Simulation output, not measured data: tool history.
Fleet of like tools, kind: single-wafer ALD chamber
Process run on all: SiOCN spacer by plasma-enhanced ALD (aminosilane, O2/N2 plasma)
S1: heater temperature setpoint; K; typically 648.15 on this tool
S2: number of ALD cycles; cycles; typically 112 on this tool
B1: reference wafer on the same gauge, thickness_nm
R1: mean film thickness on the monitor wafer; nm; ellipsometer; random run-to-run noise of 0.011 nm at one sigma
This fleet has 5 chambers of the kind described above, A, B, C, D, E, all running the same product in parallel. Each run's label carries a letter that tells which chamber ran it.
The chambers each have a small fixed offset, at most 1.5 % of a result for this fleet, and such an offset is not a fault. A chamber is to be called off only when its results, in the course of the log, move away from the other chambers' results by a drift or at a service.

run 1A hour=14.5 | S1=648.15 S2=112 | B1=7.6997 | R1=6.7880
run 2D hour=27.4 | S1=648.15 S2=112 | B1=7.6976 | R1=6.7086
run 3C hour=36.0 | S1=648.15 S2=112 | B1=7.6930 | R1=6.8295
-- hour=40.3 chamber D: thermocouple changed; heater temperature recalibrated
run 4B hour=46.2 | S1=648.15 S2=112 | B1=7.6978 | R1=6.7511
run 5E hour=57.5 | S1=648.15 S2=101 | B1=7.6956 | R1=6.1342
run 6D hour=68.1 | S1=648.15 S2=101 | B1=7.6892 | R1=6.0590
run 7C hour=78.5 | S1=648.15 S2=101 | B1=7.6909 | R1=6.1604
run 8B hour=93.7 | S1=648.15 S2=101 | B1=7.6894 | R1=6.0918
run 9A hour=105.9 | S1=648.15 S2=101 | B1=7.6905 | R1=6.1271
run 10E hour=121.8 | S1=648.15 S2=112 | B1=7.6890 | R1=6.8341
run 11E hour=130.1 | S1=648.15 S2=96 | B1=7.6833 | R1=5.8242
run 12C hour=142.2 | S1=648.15 S2=96 | B1=7.6841 | R1=5.8537
run 13B hour=158.0 | S1=648.15 S2=96 | B1=7.6810 | R1=5.7866
run 14A hour=167.3 | S1=648.15 S2=96 | B1=7.6790 | R1=5.8182
run 15D hour=178.3 | S1=648.15 S2=96 | B1=7.6771 | R1=5.7526
run 16B hour=190.9 | S1=648.15 S2=112 | B1=7.6783 | R1=6.7229
run 17A hour=198.2 | S1=648.15 S2=112 | B1=7.6810 | R1=6.7780
run 18C hour=211.3 | S1=648.15 S2=112 | B1=7.6781 | R1=6.8096
run 19D hour=219.5 | S1=648.15 S2=112 | B1=7.6768 | R1=6.7136
run 20E hour=231.4 | S1=640.15 S2=131 | B1=7.6752 | R1=7.9858
run 21E hour=242.0 | S1=640.15 S2=131 | B1=7.6754 | R1=7.9663
run 22A hour=256.7 | S1=640.15 S2=131 | B1=7.6716 | R1=7.9301
run 23B hour=270.6 | S1=640.15 S2=131 | B1=7.6688 | R1=7.9106
run 24C hour=277.6 | S1=640.15 S2=131 | B1=7.6695 | R1=7.9697
run 25D hour=291.5 | S1=648.15 S2=112 | B1=7.6696 | R1=6.6911
run 26D hour=305.7 | S1=648.15 S2=112 | B1=7.6670 | R1=6.7015
run 27C hour=320.1 | S1=648.15 S2=100 | B1=7.6641 | R1=6.0620
run 28B hour=334.6 | S1=648.15 S2=100 | B1=7.6611 | R1=6.0070
run 29A hour=342.2 | S1=648.15 S2=100 | B1=7.6627 | R1=6.0396
run 30E hour=357.4 | S1=648.15 S2=100 | B1=7.6640 | R1=6.0645
run 31C hour=366.1 | S1=648.15 S2=100 | B1=7.6559 | R1=6.0585
-- hour=367.1 chamber B: thermocouple changed; heater temperature recalibrated
run 32E hour=375.6 | S1=648.15 S2=112 | B1=7.6589 | R1=6.7809
run 33D hour=383.5 | S1=648.15 S2=112 | B1=7.6607 | R1=6.6946
run 34A hour=391.2 | S1=648.15 S2=112 | B1=7.6580 | R1=6.7549
run 35B hour=399.9 | S1=648.15 S2=112 | B1=7.6583 | R1=6.7323
run 36D hour=411.7 | S1=648.15 S2=112 | B1=7.6544 | R1=6.7114
run 37C hour=419.3 | S1=648.15 S2=112 | B1=7.6520 | R1=6.7894
run 38A hour=428.6 | S1=648.15 S2=112 | B1=7.6519 | R1=6.7652
run 39E hour=442.6 | S1=648.15 S2=112 | B1=7.6501 | R1=6.7900

All chambers now run identical settings, listed one chamber a line with results as question marks. What results will each chamber show?
run 40A hour=454.1 | S1=648.15 S2=123 | R1=?
run 40B hour=454.1 | S1=648.15 S2=123 | R1=?
run 40C hour=454.1 | S1=648.15 S2=123 | R1=?
run 40D hour=454.1 | S1=648.15 S2=123 | R1=?
run 40E hour=454.1 | S1=648.15 S2=123 | R1=?

run=40A R1=7.4177
run=40B R1=7.3771
run=40C R1=7.4619
run=40D R1=7.3277
run=40E R1=7.4427
